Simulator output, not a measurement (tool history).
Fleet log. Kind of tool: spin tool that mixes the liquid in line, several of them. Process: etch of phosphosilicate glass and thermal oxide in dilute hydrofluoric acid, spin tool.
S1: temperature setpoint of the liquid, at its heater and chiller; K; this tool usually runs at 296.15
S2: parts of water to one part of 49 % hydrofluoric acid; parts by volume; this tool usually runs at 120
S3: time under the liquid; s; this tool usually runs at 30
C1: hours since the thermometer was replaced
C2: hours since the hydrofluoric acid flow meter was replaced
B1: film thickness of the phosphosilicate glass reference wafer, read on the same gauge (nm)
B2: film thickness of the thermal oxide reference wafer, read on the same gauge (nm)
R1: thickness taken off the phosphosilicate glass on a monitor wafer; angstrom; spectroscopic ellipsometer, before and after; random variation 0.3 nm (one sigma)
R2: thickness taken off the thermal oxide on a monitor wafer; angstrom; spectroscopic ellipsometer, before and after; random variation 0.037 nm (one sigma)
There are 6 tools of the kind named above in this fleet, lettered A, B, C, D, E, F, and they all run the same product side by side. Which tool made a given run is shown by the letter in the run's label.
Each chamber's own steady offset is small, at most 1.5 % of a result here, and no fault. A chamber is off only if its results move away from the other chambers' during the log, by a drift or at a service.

Run 1C, hour 13.4: usual settings; C1 579.7; C2 1370.3; B1 59.976; B2 110.01. Result: R1 303.22 angstrom, R2 11.1360 angstrom.
Run 2E, hour 20.4: usual settings; C1 1049.5; C2 71.3; B1 60.010; B2 110.01. Result: R1 294.45 angstrom, R2 11.3600 angstrom.
Run 3B, hour 35.4: usual settings; C1 1650.4; C2 1668.2; B1 60.031; B2 110.06. Result: R1 305.55 angstrom, R2 10.9500 angstrom.
Run 4A, hour 49.4: usual settings; C1 681.7; C2 550.1; B1 60.026; B2 109.98. Result: R1 300.26 angstrom, R2 11.4670 angstrom.
Run 5F, hour 60.1: usual settings but S2 140 parts by volume, S3 25 s; C1 416.8; C2 192.0; B1 60.018; B2 110.00. Result: R1 212.72 angstrom, R2 7.3418 angstrom.
Run 6D, hour 70.5: usual settings but S2 140 parts by volume, S3 25 s; C1 1254.2; C2 2349.9; B1 60.015; B2 110.00. Result: R1 216.00 angstrom, R2 7.9685 angstrom.
Run 7E, hour 82.4: usual settings but S2 140 parts by volume, S3 25 s; C1 1111.5; C2 133.3; B1 59.997; B2 110.02. Result: R1 213.12 angstrom, R2 7.8263 angstrom.
Run 8A, hour 96.7: usual settings but S2 140 parts by volume, S3 25 s; C1 729.0; C2 597.4; B1 60.006; B2 109.97. Result: R1 211.02 angstrom, R2 7.5067 angstrom.
Run 9D, hour 110.1: usual settings but S2 140 parts by volume, S3 25 s; C1 1293.8; C2 2389.5; B1 59.983; B2 109.97. Result: R1 208.90 angstrom, R2 7.7600 angstrom.
Run 10F, hour 119.5: usual settings but S2 140 parts by volume, S3 25 s; C1 476.2; C2 251.4; B1 59.987; B2 109.98. Result: R1 212.75 angstrom, R2 7.5974 angstrom.
Run 11B, hour 129.6: usual settings; C1 1744.6; C2 1762.4; B1 60.031; B2 109.96. Result: R1 302.13 angstrom, R2 11.0310 angstrom.
Run 12C, hour 140.7: usual settings but S1 300.15 K; C1 707.0; C2 1497.6; B1 60.000; B2 110.02. Result: R1 354.73 angstrom, R2 13.3490 angstrom.
Run 13A, hour 154.0: usual settings but S1 300.15 K; C1 786.3; C2 654.7; B1 60.009; B2 109.98. Result: R1 345.92 angstrom, R2 12.7900 angstrom.
Run 14D, hour 164.1: usual settings but S1 300.15 K; C1 1347.8; C2 2443.5; B1 60.024; B2 110.02. Result: R1 352.58 angstrom, R2 12.6740 angstrom.
At hour 168.9: chamber C: hydrofluoric acid flow meter replaced.
Run 15C, hour 178.1: usual settings but S1 300.15 K; C1 744.4; C2 9.2; B1 60.005; B2 109.98. Result: R1 356.55 angstrom, R2 13.7280 angstrom.
Run 16B, hour 185.4: usual settings but S1 300.15 K; C1 1800.4; C2 1818.2; B1 59.996; B2 110.03. Result: R1 353.85 angstrom, R2 12.6970 angstrom.
Run 17F, hour 199.2: usual settings but S1 300.15 K; C1 555.9; C2 331.1; B1 60.004; B2 110.02. Result: R1 358.17 angstrom, R2 13.0240 angstrom.
Run 18E, hour 213.7: usual settings but S3 20 s; C1 1242.8; C2 264.6; B1 60.020; B2 110.01. Result: R1 203.32 angstrom, R2 7.5997 angstrom.
Run 19E, hour 221.9: usual settings but S3 20 s; C1 1251.0; C2 272.8; B1 60.006; B2 109.97. Result: R1 196.86 angstrom, R2 7.2807 angstrom.
Run 20C, hour 231.5: usual settings but S3 20 s; C1 797.8; C2 62.6; B1 60.003; B2 110.00. Result: R1 204.61 angstrom, R2 7.4526 angstrom.
Run 21D, hour 240.1: usual settings but S3 20 s; C1 1423.8; C2 2519.5; B1 60.012; B2 109.98. Result: R1 204.09 angstrom, R2 7.4940 angstrom.
Run 22A, hour 249.4: usual settings but S3 20 s; C1 881.7; C2 750.1; B1 60.020; B2 109.99. Result: R1 202.37 angstrom, R2 7.4009 angstrom.
At hour 258.7: chamber B: hydrofluoric acid flow meter replaced.
Run 23B, hour 261.5: usual settings but S3 20 s; C1 1876.5; C2 2.8; B1 59.976; B2 109.99. Result: R1 206.10 angstrom, R2 7.1121 angstrom.
At hour 266.9: chamber A: hydrofluoric acid flow meter replaced.
Run 24F, hour 272.7: usual settings; C1 629.4; C2 404.6; B1 60.020; B2 109.99. Result: R1 307.26 angstrom, R2 10.5160 angstrom.
Run 25C, hour 285.5: usual settings; C1 851.8; C2 116.6; B1 59.972; B2 110.00. Result: R1 306.86 angstrom, R2 10.6420 angstrom.
Run 26B, hour 297.8: usual settings; C1 1912.8; C2 39.1; B1 59.996; B2 109.97. Result: R1 297.89 angstrom, R2 10.8880 angstrom.
Run 27A, hour 309.1: usual settings; C1 941.4; C2 42.3; B1 59.996; B2 109.99. Result: R1 302.42 angstrom, R2 11.2940 angstrom.
At hour 312.3: chamber D: hydrofluoric acid flow meter replaced.
Run 28D, hour 318.1: usual settings; C1 1501.8; C2 5.8; B1 60.017; B2 110.03. Result: R1 307.79 angstrom, R2 10.5630 angstrom.
Run 29E, hour 325.0: usual settings; C1 1354.1; C2 375.9; B1 60.017; B2 110.00. Result: R1 293.12 angstrom, R2 11.1710 angstrom.
Run 30F, hour 337.8: usual settings; C1 694.5; C2 469.7; B1 60.008; B2 109.99. Result: R1 304.77 angstrom, R2 10.5710 angstrom.
Run 31C, hour 351.9: usual settings; C1 918.2; C2 183.0; B1 60.021; B2 109.99. Result: R1 312.04 angstrom, R2 11.2830 angstrom.
Run 32E, hour 366.3: usual settings but S2 70 parts by volume; C1 1395.4; C2 417.2; B1 60.032; B2 110.00. Result: R1 541.55 angstrom, R2 19.0710 angstrom.
Run 33D, hour 375.8: usual settings but S2 70 parts by volume; C1 1559.5; C2 63.5; B1 59.977; B2 110.03. Result: R1 550.27 angstrom, R2 21.3100 angstrom.
Run 34F, hour 386.6: usual settings but S2 70 parts by volume; C1 743.3; C2 518.5; B1 59.991; B2 109.99. Result: R1 555.62 angstrom, R2 20.5380 angstrom.
Run 35A, hour 393.5: usual settings but S2 70 parts by volume; C1 1025.8; C2 126.7; B1 60.013; B2 110.04. Result: R1 555.64 angstrom, R2 20.7000 angstrom.
Run 36B, hour 405.2: usual settings but S2 70 parts by volume; C1 2020.2; C2 146.5; B1 59.976; B2 110.00. Result: R1 560.37 angstrom, R2 18.7430 angstrom.

Each of the 6 chambers runs these same settings next. Fill in every chamber's results:
Run 37A, hour 416.0: usual settings but S3 15 s. Result: R1 ?, R2 ?.
Run 37B, hour 416.0: usual settings but S3 15 s. Result: R1 ?, R2 ?.
Run 37C, hour 416.0: usual settings but S3 15 s. Result: R1 ?, R2 ?.
Run 37D, hour 416.0: usual settings but S3 15 s. Result: R1 ?, R2 ?.
Run 37E, hour 416.0: usual settings but S3 15 s. Result: R1 ?, R2 ?.
Run 37F, hour 416.0: usual settings but S3 15 s. Result: R1 ?, R2 ?.

run      R1      R2
37A  154.65  5.3717
37B  153.16  5.6154
37C  153.13  5.4359
37D  153.58  5.5608
37E  149.67  5.6815
37F  150.24  5.5437

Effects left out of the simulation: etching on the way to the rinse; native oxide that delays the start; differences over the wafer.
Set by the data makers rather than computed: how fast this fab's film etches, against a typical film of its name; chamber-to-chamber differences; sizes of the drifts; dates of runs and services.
